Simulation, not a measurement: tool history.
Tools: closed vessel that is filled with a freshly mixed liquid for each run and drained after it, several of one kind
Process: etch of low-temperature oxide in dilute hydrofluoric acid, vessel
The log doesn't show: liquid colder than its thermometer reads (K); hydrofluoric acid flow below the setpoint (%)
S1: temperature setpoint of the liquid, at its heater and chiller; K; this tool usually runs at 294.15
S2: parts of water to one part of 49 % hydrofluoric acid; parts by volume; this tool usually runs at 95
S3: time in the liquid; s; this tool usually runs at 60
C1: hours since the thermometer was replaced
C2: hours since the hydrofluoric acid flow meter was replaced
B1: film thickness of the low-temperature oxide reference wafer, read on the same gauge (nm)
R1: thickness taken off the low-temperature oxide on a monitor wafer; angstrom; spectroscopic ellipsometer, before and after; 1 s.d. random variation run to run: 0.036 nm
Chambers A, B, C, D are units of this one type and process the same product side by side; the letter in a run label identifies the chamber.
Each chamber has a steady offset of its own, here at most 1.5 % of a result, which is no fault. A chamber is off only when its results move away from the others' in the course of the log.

| run | hour | S1 | S2 | S3 | C1 | C2 | B1 | R1 |
|---|---|---|---|---|---|---|---|---|
| 1B | 11.6 | 294.15 | 95 | 60 | 773.5 | 1312.2 | 79.989 | 90.683 |
| 2C | 19.6 | 294.15 | 95 | 60 | 240.4 | 700.3 | 79.988 | 87.978 |
| 3A | 29.4 | 294.15 | 95 | 60 | 841.6 | 735.7 | 79.992 | 89.703 |
| 4D | 39.5 | 294.15 | 95 | 60 | 91.9 | 371.9 | 80.01 | 90.094 |
| 5C | 47.2 | 294.15 | 95 | 60 | 268 | 727.9 | 80.008 | 88.325 |
| 6B | 56.3 | 294.15 | 95 | 60 | 818.2 | 1356.9 | 79.974 | 90.492 |
| 7A | 63.2 | 294.15 | 95 | 60 | 875.4 | 769.5 | 80.014 | 89.66 |
|  | 68.7 | chamber C: hydrofluoric acid flow meter replaced |
| 8D | 71 | 294.15 | 60 | 45 | 123.4 | 403.4 | 80.024 | 111.79 |
| 9B | 81.8 | 294.15 | 60 | 45 | 843.7 | 1382.4 | 79.977 | 110.67 |
| 10D | 87.6 | 294.15 | 60 | 45 | 140 | 420 | 79.992 | 112.45 |
|  | 88.5 | chamber B: thermometer replaced |
| 11A | 96.9 | 294.15 | 60 | 45 | 909.1 | 803.2 | 80.012 | 111.13 |
| 12C | 105.4 | 294.15 | 95 | 60 | 326.2 | 36.8 | 79.979 | 87.968 |
| 13C | 114.2 | 294.15 | 95 | 60 | 335 | 45.6 | 80 | 87.962 |
| 14B | 121.7 | 294.15 | 125 | 80 | 33.2 | 1422.3 | 80 | 88.559 |
| 15D | 128.4 | 294.15 | 125 | 80 | 180.8 | 460.8 | 80.027 | 87.412 |
| 16A | 136.9 | 294.15 | 125 | 80 | 949.1 | 843.2 | 79.984 | 87.72 |
| 17C | 143.9 | 294.15 | 125 | 80 | 364.7 | 75.3 | 79.998 | 86.869 |
| 18B | 154 | 294.15 | 95 | 60 | 65.5 | 1454.6 | 79.989 | 90.144 |
| 19D | 159.2 | 294.15 | 95 | 60 | 211.6 | 491.6 | 80.011 | 89.966 |
| 20A | 167 | 294.15 | 95 | 60 | 979.2 | 873.3 | 79.994 | 89.796 |
| 21B | 175.6 | 294.15 | 95 | 60 | 87.1 | 1476.2 | 80.028 | 89.684 |
| 22A | 187 | 294.15 | 95 | 60 | 999.2 | 893.3 | 80.009 | 89.635 |
| 23D | 192.6 | 294.15 | 95 | 60 | 245 | 525 | 80.018 | 89.539 |
| 24C | 200.9 | 294.15 | 95 | 60 | 421.7 | 132.3 | 79.987 | 88.535 |
| 25B | 207.4 | 294.15 | 95 | 60 | 118.9 | 1508 | 80.014 | 90.347 |
| 26C | 213 | 294.15 | 95 | 60 | 433.8 | 144.4 | 79.988 | 88.562 |
| 27D | 223.9 | 294.15 | 95 | 60 | 276.3 | 556.3 | 80.005 | 89.373 |
| 28A | 234.2 | 294.15 | 95 | 60 | 1046.4 | 940.5 | 80.012 | 89.554 |
| 29A | 241.8 | 294.15 | 95 | 35 | 1054 | 948.1 | 79.989 | 52.262 |
| 30C | 252.9 | 294.15 | 95 | 35 | 473.7 | 184.3 | 80.015 | 51.698 |
| 31B | 262.4 | 294.15 | 95 | 35 | 173.9 | 1563 | 79.998 | 52.851 |
| 32D | 270.4 | 294.15 | 95 | 35 | 322.8 | 602.8 | 79.997 | 52.147 |
| 33C | 278.3 | 294.15 | 95 | 60 | 499.1 | 209.7 | 79.983 | 88.415 |
| 34D | 287.1 | 294.15 | 95 | 60 | 339.5 | 619.5 | 79.997 | 90.448 |
| 35B | 294.9 | 294.15 | 95 | 60 | 206.4 | 1595.5 | 80.001 | 89.824 |
| 36A | 300.2 | 294.15 | 95 | 60 | 1112.4 | 1006.5 | 80.002 | 89.313 |
| 37C | 311.7 | 294.15 | 95 | 60 | 532.5 | 243.1 | 80 | 88.201 |
| 38A | 323.3 | 294.15 | 95 | 60 | 1135.5 | 1029.6 | 80.024 | 90.043 |

Which is it: a chamber that has drifted or been left off by a service, a gauge drift common to all chambers, or only each chamber's usual small offset? If a chamber is off, name it and its likeliest cause.

Beyond each chamber's small constant offset nothing stands out, and the gauge stays steady.
